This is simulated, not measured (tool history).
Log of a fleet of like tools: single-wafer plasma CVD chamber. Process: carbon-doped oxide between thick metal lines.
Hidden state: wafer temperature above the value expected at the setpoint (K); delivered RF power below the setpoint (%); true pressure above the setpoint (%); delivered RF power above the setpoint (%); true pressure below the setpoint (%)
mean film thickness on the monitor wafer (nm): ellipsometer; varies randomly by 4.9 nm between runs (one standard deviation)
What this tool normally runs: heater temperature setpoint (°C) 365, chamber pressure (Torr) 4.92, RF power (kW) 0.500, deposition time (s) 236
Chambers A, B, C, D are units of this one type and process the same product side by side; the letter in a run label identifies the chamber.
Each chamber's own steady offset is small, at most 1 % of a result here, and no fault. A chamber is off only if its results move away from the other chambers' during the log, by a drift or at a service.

| run | hour | heater temperature setpoint (°C) | chamber pressure (Torr) | RF power (kW) | deposition time (s) | hours since the last thermocouple change | hours since the last RF generator calibration | hours since the last manometer calibration | read-back reference wafer on the same gauge, thickness_nm | mean film thickness on the monitor wafer (nm) |
|---|---|---|---|---|---|---|---|---|---|---|
| 1B | 9.0 | 365 | 4.92 | 0.500 | 236 | 386.3 | 1501.3 | 1708.1 | 1339.8 | 1148.20 |
| 2C | 18.9 | 365 | 4.92 | 0.500 | 236 | 566.5 | 676.3 | 1373.4 | 1340.7 | 1143.00 |
| 3A | 26.2 | 365 | 4.92 | 0.500 | 236 | 1322.5 | 1425.1 | 1385.7 | 1339.8 | 1133.70 |
| 4D | 35.0 | 365 | 4.92 | 0.500 | 236 | 1817.4 | 565.6 | 141.3 | 1340.0 | 1141.30 |
| 5B | 45.3 | 365 | 4.92 | 0.500 | 236 | 422.6 | 1537.6 | 1744.4 | 1339.5 | 1143.30 |
| 6C | 55.9 | 365 | 4.92 | 0.500 | 236 | 603.5 | 713.3 | 1410.4 | 1340.8 | 1146.70 |
| 7A | 66.6 | 365 | 4.92 | 0.500 | 236 | 1362.9 | 1465.5 | 1426.1 | 1339.2 | 1141.60 |
| 8D | 74.6 | 365 | 4.92 | 0.500 | 236 | 1857.0 | 605.2 | 180.9 | 1338.7 | 1133.80 |
| 9C | 89.4 | 365 | 4.92 | 0.500 | 236 | 637.0 | 746.8 | 1443.9 | 1339.1 | 1140.20 |
|  | 90.0 | chamber A: thermocouple changed; heater temperature recalibrated |
| 10A | 104.7 | 365 | 4.92 | 0.500 | 236 | 14.7 | 1503.6 | 1464.2 | 1339.3 | 1136.80 |
|  | 112.0 | chamber D: thermocouple changed; heater temperature recalibrated |
| 11B | 118.5 | 365 | 4.92 | 0.500 | 236 | 495.8 | 1610.8 | 1817.6 | 1338.7 | 1141.70 |
| 12D | 128.2 | 365 | 4.92 | 0.500 | 236 | 16.3 | 658.8 | 234.5 | 1339.1 | 1136.90 |
|  | 134.9 | chamber C: RF generator calibrated |
| 13A | 139.8 | 365 | 4.92 | 0.500 | 236 | 49.8 | 1538.7 | 1499.3 | 1340.5 | 1133.40 |
| 14D | 152.9 | 365 | 4.92 | 0.500 | 236 | 41.0 | 683.5 | 259.2 | 1340.2 | 1134.20 |
| 15B | 168.7 | 365 | 4.92 | 0.500 | 236 | 546.0 | 1661.0 | 1867.8 | 1340.5 | 1137.00 |
| 16C | 180.8 | 365 | 3.98 | 0.500 | 217 | 728.4 | 45.9 | 1535.3 | 1339.5 | 1011.80 |
| 17D | 194.9 | 365 | 3.98 | 0.500 | 217 | 83.0 | 725.5 | 301.2 | 1340.2 | 998.55 |
| 18C | 202.5 | 365 | 3.98 | 0.500 | 217 | 750.1 | 67.6 | 1557.0 | 1341.3 | 1013.80 |
| 19A | 209.9 | 365 | 3.98 | 0.500 | 217 | 119.9 | 1608.8 | 1569.4 | 1339.3 | 1013.30 |
| 20B | 225.1 | 365 | 4.92 | 0.500 | 236 | 602.4 | 1717.4 | 1924.2 | 1339.9 | 1130.80 |
| 21A | 235.9 | 365 | 4.92 | 0.500 | 236 | 145.9 | 1634.8 | 1595.4 | 1339.2 | 1140.40 |
| 22D | 250.8 | 365 | 4.92 | 0.500 | 236 | 138.9 | 781.4 | 357.1 | 1340.0 | 1128.40 |
| 23C | 258.1 | 365 | 4.92 | 0.500 | 236 | 805.7 | 123.2 | 1612.6 | 1338.9 | 1136.70 |
| 24B | 273.0 | 365 | 4.92 | 0.500 | 236 | 650.3 | 1765.3 | 1972.1 | 1340.2 | 1141.00 |
| 25C | 284.7 | 365 | 4.92 | 0.500 | 236 | 832.3 | 149.8 | 1639.2 | 1339.9 | 1133.40 |
| 26B | 294.1 | 365 | 4.92 | 0.500 | 236 | 671.4 | 1786.4 | 1993.2 | 1338.5 | 1138.10 |
| 27A | 307.6 | 365 | 4.92 | 0.500 | 236 | 217.6 | 1706.5 | 1667.1 | 1341.6 | 1142.10 |
| 28D | 318.5 | 357 | 4.92 | 0.500 | 236 | 206.6 | 849.1 | 424.8 | 1340.8 | 1127.00 |
| 29D | 326.7 | 357 | 4.92 | 0.500 | 236 | 214.8 | 857.3 | 433.0 | 1340.1 | 1131.00 |
|  | 333.5 | chamber A: RF generator calibrated |
| 30C | 342.4 | 357 | 4.92 | 0.500 | 236 | 890.0 | 207.5 | 1696.9 | 1339.6 | 1160.90 |
|  | 344.9 | chamber C: thermocouple changed; heater temperature recalibrated |
|  | 351.1 | chamber C: capacitance manometer re-zeroed and calibrated |
| 31B | 354.3 | 357 | 4.92 | 0.500 | 236 | 731.6 | 1846.6 | 2053.4 | 1340.4 | 1151.70 |
| 32A | 366.0 | 365 | 4.92 | 0.500 | 236 | 276.0 | 32.5 | 1725.5 | 1340.7 | 1143.80 |
| 33C | 380.3 | 365 | 4.92 | 0.500 | 236 | 35.4 | 245.4 | 29.2 | 1338.4 | 1140.60 |
| 34B | 392.5 | 365 | 3.77 | 0.590 | 236 | 769.8 | 1884.8 | 2091.6 | 1339.4 | 1203.10 |
| 35A | 406.1 | 365 | 3.77 | 0.590 | 236 | 316.1 | 72.6 | 1765.6 | 1341.8 | 1214.00 |
| 36D | 419.6 | 365 | 3.77 | 0.590 | 236 | 307.7 | 950.2 | 525.9 | 1340.7 | 1173.30 |
| 37C | 433.8 | 365 | 3.77 | 0.590 | 236 | 88.9 | 298.9 | 82.7 | 1339.3 | 1200.30 |
| 38B | 448.3 | 365 | 4.92 | 0.500 | 236 | 825.6 | 1940.6 | 2147.4 | 1341.7 | 1136.60 |
| 39D | 460.9 | 365 | 4.92 | 0.500 | 236 | 349.0 | 991.5 | 567.2 | 1339.0 | 1092.40 |
| 40A | 475.5 | 365 | 4.92 | 0.500 | 236 | 385.5 | 142.0 | 1835.0 | 1340.3 | 1145.00 |
| 41A | 484.3 | 365 | 4.92 | 0.500 | 236 | 394.3 | 150.8 | 1843.8 | 1338.5 | 1139.00 |
| 42C | 500.2 | 365 | 4.92 | 0.500 | 236 | 155.3 | 365.3 | 149.1 | 1339.3 | 1136.30 |
|  | 506.5 | chamber B: capacitance manometer re-zeroed and calibrated |
| 43D | 508.3 | 365 | 4.92 | 0.500 | 236 | 396.4 | 1038.9 | 614.6 | 1338.9 | 1086.90 |
| 44B | 517.7 | 365 | 4.92 | 0.500 | 236 | 895.0 | 2010.0 | 11.3 | 1340.7 | 1131.60 |

Which is it: a chamber that has drifted or been left off by a service, a gauge drift common to all chambers, or only each chamber's usual small offset? If a chamber is off, name it and its likeliest cause.

Chamber D drifts away from the others.
Cause: delivered RF power below the setpoint (%) = 7.64.

Here are 4 candidates for chamber D's next run, each the usual settings with a change, their results left as question marks. Which one brings its results back in line with what the others give on the usual settings?
To be in line, a result may differ from the other chambers' mean on the usual settings by at most: mean film thickness on the monitor wafer (nm) 17.00
| 45D-1 | 529.2 | 365 | 5.18 | 0.575 | 236 |  |  |  |  | ? |
| 45D-2 | 529.2 | 366 | 4.85 | 0.480 | 221 |  |  |  |  | ? |
| 45D-3 | 529.2 | 375 | 3.98 | 0.500 | 236 |  |  |  |  | ? |
| 45D-4 | 529.2 | 365 | 4.96 | 0.510 | 244 |  |  |  |  | ? |

Mean of the other chambers on the usual settings: mean film thickness on the monitor wafer (nm) 1138.20
| run | mean film thickness on the monitor wafer (nm) |
|---|---|
| 45D-1 | 1191.40 |
| 45D-2 | 980.56 |
| 45D-3 | 1027.40 |
| 45D-4 | 1134.40 |
45D-4 is the one that brings the chamber's results back in line with the other chambers.
